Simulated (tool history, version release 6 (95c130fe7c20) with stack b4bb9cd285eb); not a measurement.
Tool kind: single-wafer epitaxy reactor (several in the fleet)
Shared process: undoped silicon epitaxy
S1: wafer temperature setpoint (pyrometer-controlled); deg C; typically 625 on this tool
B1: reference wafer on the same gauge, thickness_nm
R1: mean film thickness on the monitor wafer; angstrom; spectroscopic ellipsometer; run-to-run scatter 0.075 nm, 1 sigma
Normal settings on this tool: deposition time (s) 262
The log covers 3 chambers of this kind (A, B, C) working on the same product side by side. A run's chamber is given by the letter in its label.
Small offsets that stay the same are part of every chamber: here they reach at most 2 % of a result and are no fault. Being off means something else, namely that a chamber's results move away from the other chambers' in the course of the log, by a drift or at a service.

Run 1B, hour 13.0: usual settings; B1 25.114. Result: R1 249.32 angstrom.
Run 2C, hour 24.2: usual settings; B1 25.105. Result: R1 251.52 angstrom.
Run 3A, hour 33.4: usual settings; B1 25.087. Result: R1 256.80 angstrom.
Run 4A, hour 47.3: usual settings; B1 25.098. Result: R1 254.92 angstrom.
Run 5B, hour 59.1: usual settings; B1 25.092. Result: R1 249.02 angstrom.
Run 6C, hour 66.9: usual settings; B1 25.101. Result: R1 252.11 angstrom.
Run 7B, hour 79.2: usual settings; B1 25.102. Result: R1 249.43 angstrom.
Run 8C, hour 94.1: usual settings; B1 25.083. Result: R1 253.53 angstrom.
Run 9A, hour 109.9: usual settings; B1 25.092. Result: R1 254.00 angstrom.
Run 10A, hour 119.0: usual settings; B1 25.071. Result: R1 255.68 angstrom.
Run 11B, hour 128.6: usual settings; B1 25.100. Result: R1 249.97 angstrom.
Run 12C, hour 139.1: usual settings; B1 25.091. Result: R1 251.03 angstrom.
Run 13A, hour 153.8: usual settings; B1 25.100. Result: R1 255.40 angstrom.
Run 14B, hour 162.4: usual settings but S1 632 deg C, deposition time (s) 222; B1 25.110. Result: R1 247.05 angstrom.
Run 15C, hour 175.3: usual settings but S1 632 deg C, deposition time (s) 222; B1 25.090. Result: R1 249.15 angstrom.
Run 16C, hour 189.7: usual settings but S1 632 deg C, deposition time (s) 222; B1 25.100. Result: R1 249.23 angstrom.
Run 17A, hour 202.7: usual settings; B1 25.115. Result: R1 256.41 angstrom.
Run 18B, hour 213.5: usual settings; B1 25.112. Result: R1 251.93 angstrom.
Run 19B, hour 224.5: usual settings; B1 25.078. Result: R1 252.22 angstrom.
Run 20A, hour 233.6: usual settings; B1 25.091. Result: R1 255.57 angstrom.
Run 21C, hour 247.3: usual settings; B1 25.103. Result: R1 250.37 angstrom.
Run 22B, hour 254.9: usual settings; B1 25.104. Result: R1 253.65 angstrom.
Run 23A, hour 262.0: usual settings but deposition time (s) 280; B1 25.106. Result: R1 274.13 angstrom.
Run 24C, hour 271.9: usual settings but deposition time (s) 280; B1 25.108. Result: R1 269.31 angstrom.
Run 25A, hour 281.1: usual settings but deposition time (s) 280; B1 25.097. Result: R1 272.33 angstrom.
Run 26C, hour 290.1: usual settings; B1 25.099. Result: R1 252.29 angstrom.
Run 27B, hour 303.5: usual settings; B1 25.114. Result: R1 255.66 angstrom.
Run 28A, hour 315.4: usual settings; B1 25.110. Result: R1 255.28 angstrom.
Run 29B, hour 326.9: usual settings; B1 25.108. Result: R1 255.02 angstrom.
Run 30C, hour 336.7: usual settings but S1 634 deg C, deposition time (s) 217; B1 25.072. Result: R1 256.29 angstrom.
Run 31A, hour 346.9: usual settings but S1 634 deg C, deposition time (s) 217; B1 25.079. Result: R1 258.89 angstrom.
Run 32B, hour 358.0: usual settings but S1 634 deg C, deposition time (s) 217; B1 25.115. Result: R1 261.30 angstrom.
Run 33C, hour 365.9: usual settings but S1 620 deg C; B1 25.118. Result: R1 224.31 angstrom.
Run 34B, hour 375.4: usual settings but S1 620 deg C; B1 25.092. Result: R1 229.15 angstrom.
Run 35C, hour 383.5: usual settings but S1 620 deg C; B1 25.107. Result: R1 225.56 angstrom.
Run 36A, hour 393.6: usual settings; B1 25.121. Result: R1 256.42 angstrom.
Run 37C, hour 400.6: usual settings; B1 25.109. Result: R1 252.18 angstrom.
Run 38B, hour 408.4: usual settings; B1 25.086. Result: R1 258.13 angstrom.
Run 39A, hour 416.1: usual settings; B1 25.109. Result: R1 255.43 angstrom.

Next, every chamber runs the same settings. What will each give?
Run 40A, hour 427.4: usual settings but deposition time (s) 222. Result: R1 ?.
Run 40B, hour 427.4: usual settings but deposition time (s) 222. Result: R1 ?.
Run 40C, hour 427.4: usual settings but deposition time (s) 222. Result: R1 ?.

run      R1
40A  217.02
40B  219.87
40C  213.99

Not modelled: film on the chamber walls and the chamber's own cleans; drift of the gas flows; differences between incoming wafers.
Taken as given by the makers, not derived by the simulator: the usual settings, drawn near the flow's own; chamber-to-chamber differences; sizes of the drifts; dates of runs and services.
